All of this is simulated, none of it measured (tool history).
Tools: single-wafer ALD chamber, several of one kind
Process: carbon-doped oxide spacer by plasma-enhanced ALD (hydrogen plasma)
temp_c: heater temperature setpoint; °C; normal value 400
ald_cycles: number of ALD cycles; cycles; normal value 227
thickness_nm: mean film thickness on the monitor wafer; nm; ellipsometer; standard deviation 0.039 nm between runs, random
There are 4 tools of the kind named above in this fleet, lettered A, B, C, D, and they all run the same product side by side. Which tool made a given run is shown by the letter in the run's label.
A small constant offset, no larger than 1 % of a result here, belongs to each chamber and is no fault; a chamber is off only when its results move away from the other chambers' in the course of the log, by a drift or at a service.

run,day,temp_c,ald_cycles,hours since the last thermocouple change,"read-back reference wafer on the same gauge, thickness_nm",thickness_nm
1A,0.433,400,227,329.3,11.603,11.33
2C,0.838,400,227,1612.3,11.605,11.478
3B,1.033,400,227,1250.8,11.603,11.421
4D,1.404,400,227,1013.4,11.604,11.279
5D,1.783,400,227,1022.5,11.599,11.239
6A,2.212,400,227,372,11.606,11.333
7C,2.438,400,227,1650.7,11.604,11.487
8B,2.7,400,227,1290.8,11.604,11.415
9D,2.95,400,227,1050.5,11.611,11.289
10C,3.2,400,227,1669,11.592,11.471
11B,3.571,411,189,1311.7,11.599,9.2084
# day 3.971: chamber B: thermocouple changed; heater temperature recalibrated
12A,3.992,411,189,414.7,11.607,9.1939
13C,4.317,411,189,1695.8,11.609,9.1939
14A,4.675,411,189,431.1,11.595,9.1168
15D,4.912,400,227,1097.6,11.602,11.295
16B,5.329,400,227,32.7,11.607,11.446
17D,5.65,400,227,1115.3,11.59,11.254
18A,6.067,400,227,464.5,11.598,11.356
19B,6.504,400,227,60.9,11.599,11.389
20C,6.85,391,213,1756.6,11.61,10.807
21C,7.279,391,213,1766.9,11.601,10.775
22D,7.621,391,213,1162.6,11.595,10.589
23A,7.979,391,213,510.4,11.598,10.66
24B,8.396,400,227,106.3,11.606,11.459

Decide between three cases: one chamber stands off from its peers, the gauge reading all wafers drifts, or nothing is wrong past each chamber's small offset. Where a chamber is off, say which and what most likely put it there.

No chamber stands off beyond its own small offset, and the gauge holds steady.
